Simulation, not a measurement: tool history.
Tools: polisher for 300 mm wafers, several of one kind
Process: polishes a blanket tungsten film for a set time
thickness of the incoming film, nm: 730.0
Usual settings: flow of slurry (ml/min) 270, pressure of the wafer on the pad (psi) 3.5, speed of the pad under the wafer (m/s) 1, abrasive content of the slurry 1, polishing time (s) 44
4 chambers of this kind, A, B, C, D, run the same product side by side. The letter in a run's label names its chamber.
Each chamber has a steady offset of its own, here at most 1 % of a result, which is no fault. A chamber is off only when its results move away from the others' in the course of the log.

run	hour	flow of slurry (ml/min)	pressure of the wafer on the pad (psi)	speed of the pad under the wafer (m/s)	abrasive content of the slurry	polishing time (s)	film removed (angstrom)
1B	15.9	270	3.5	1	1	44	1546.1
# hour 16.5: chamber B: worn pad replaced by a new one
# hour 20.4: chamber C: worn pad replaced by a new one
2C	23.2	270	3.5	1	1	44	1568.4
# hour 32.3: chamber A: worn pad replaced by a new one
3D	39.1	270	3.5	1	1	44	1564.6
4A	50.3	270	3.5	1	1	44	1569.3
# hour 52.1: chamber C: slurry tank refilled with fresh slurry and peroxide
5A	58.7	270	3.5	1	1	44	1547.2
# hour 59: chamber D: slurry blender recalibrated
# hour 63.2: chamber A: slurry blender recalibrated
# hour 63.7: chamber B: slurry tank refilled with fresh slurry and peroxide
6D	68.9	270	3.5	1	1	44	1575.4
# hour 71.9: chamber D: worn pad replaced by a new one
7B	79.4	270	3.5	1	1	44	1579.2
8C	91.2	270	3.5	1	1	44	1530.3
# hour 95.5: chamber B: slurry nozzle cleaned
9B	98.8	270	3.5	1	1	44	1560.6
# hour 107.8: chamber C: worn pad replaced by a new one
# hour 109.2: chamber A: slurry nozzle cleaned
10D	109.3	270	3.5	1	1	44	1555.8
# hour 111.9: chamber A: slurry tank refilled with fresh slurry and peroxide
# hour 115.3: chamber B: slurry blender recalibrated
# hour 120.1: chamber C: slurry blender recalibrated
# hour 123.2: chamber B: worn pad replaced by a new one
11C	124.9	270	3.5	1	1	44	1548.8
# hour 136.8: chamber C: slurry tank refilled with fresh slurry and peroxide
12A	139.7	270	3.5	1.26	1	44	1917.3
# hour 147.7: chamber A: worn pad replaced by a new one
# hour 151.9: chamber D: worn pad replaced by a new one
13D	153.8	270	3.5	1.26	1	44	1982.8
# hour 159.4: chamber C: slurry nozzle cleaned
14C	165	270	3.5	1.26	1	44	1979.9
15B	179.7	270	3.5	1.26	1	44	2015.4
# hour 181.7: chamber A: slurry blender recalibrated
16A	186.7	270	3.5	1	1	44	1556.7
17B	195.6	270	3.5	1	1	44	1572.2
# hour 207.2: chamber C: worn pad replaced by a new one
18A	208.8	270	3.5	1	1	44	1547.5
# hour 210.3: chamber B: worn pad replaced by a new one
# hour 210.5: chamber C: slurry tank refilled with fresh slurry and peroxide
19C	220	270	3.5	1	1	44	1554.6
20D	229.1	270	3.5	1	1	44	1502.6
21B	236.3	270	3.5	1	1	44	1585.4
# hour 243.5: chamber D: worn pad replaced by a new one
# hour 243.8: chamber A: slurry tank refilled with fresh slurry and peroxide
22D	244.3	270	3.5	1	1	44	1504.5
# hour 246.8: chamber B: slurry tank refilled with fresh slurry and peroxide
23C	251.5	270	3.5	1	1	44	1559.9
# hour 256.7: chamber D: slurry nozzle cleaned
24A	258.6	270	3.5	1	1	44	1596.9
# hour 259.6: chamber A: worn pad replaced by a new one
25C	273.8	270	3.5	1	1	44	1582.4
26D	284.2	270	3.5	1	1	44	1476.2
27A	295.7	270	3.5	1	1	44	1582.5
# hour 296: chamber C: slurry tank refilled with fresh slurry and peroxide
# hour 301.2: chamber B: worn pad replaced by a new one
28B	307.5	270	3.5	1	1	44	1547.2
# hour 313.7: chamber C: worn pad replaced by a new one
# hour 314.8: chamber C: slurry blender recalibrated
29C	316.7	330	3.5	1.36	1	44	2199.3
30B	324.4	330	3.5	1.36	1	44	2196.8
# hour 331.4: chamber A: slurry blender recalibrated
31D	340.3	330	3.5	1.36	1	44	2012.1
# hour 340.7: chamber D: worn pad replaced by a new one
# hour 341.3: chamber B: slurry blender recalibrated
32A	348.1	330	3.5	1.36	1	44	2204.6
# hour 356.4: chamber A: worn pad replaced by a new one
33B	358.9	270	3.5	1	1	44	1547.3
34D	374.8	270	3.5	1	1	44	1345.5
35A	389.8	270	3.5	1	1	44	1548.3
# hour 392.1: chamber C: slurry tank refilled with fresh slurry and peroxide
36C	403.6	270	3.5	1	1	44	1564.4
37D	413.3	270	3.5	1	1	44	1353.4
# hour 420.7: chamber C: worn pad replaced by a new one
38C	427.1	270	3.5	1	1	44	1575

What goes on in this fleet: one chamber off, a drifting gauge, or nothing beyond the chambers' own small offsets? Name the chamber and the cause, if any.

Chamber D drifts away from the others.
Cause: peroxide lost from the slurry, % = 31.9.
The log may not tell that from: head's pressure below its setpoint, %.

Here are 4 candidates for chamber D's next run, each the usual settings with a change, their results left as question marks. Which one brings its results back in line with what the others give on the usual settings?
In line means no further than this from the other chambers' mean on the usual settings: film removed (angstrom) 72
39D-1	438.5	270	3.5	1	1	41	?
39D-2	438.5	270	3.8	1	1	47	?
39D-3	438.5	270	3.2	0.92	1	44	?
39D-4	438.5	270	3.6	1.02	1	45	?

The other chambers' mean on the usual settings: film removed (angstrom) 1555.6
run	film removed (angstrom)
39D-1	1252.1
39D-2	1556.6
39D-3	1133.4
39D-4	1440.8
39D-2 brings the chamber back in line.
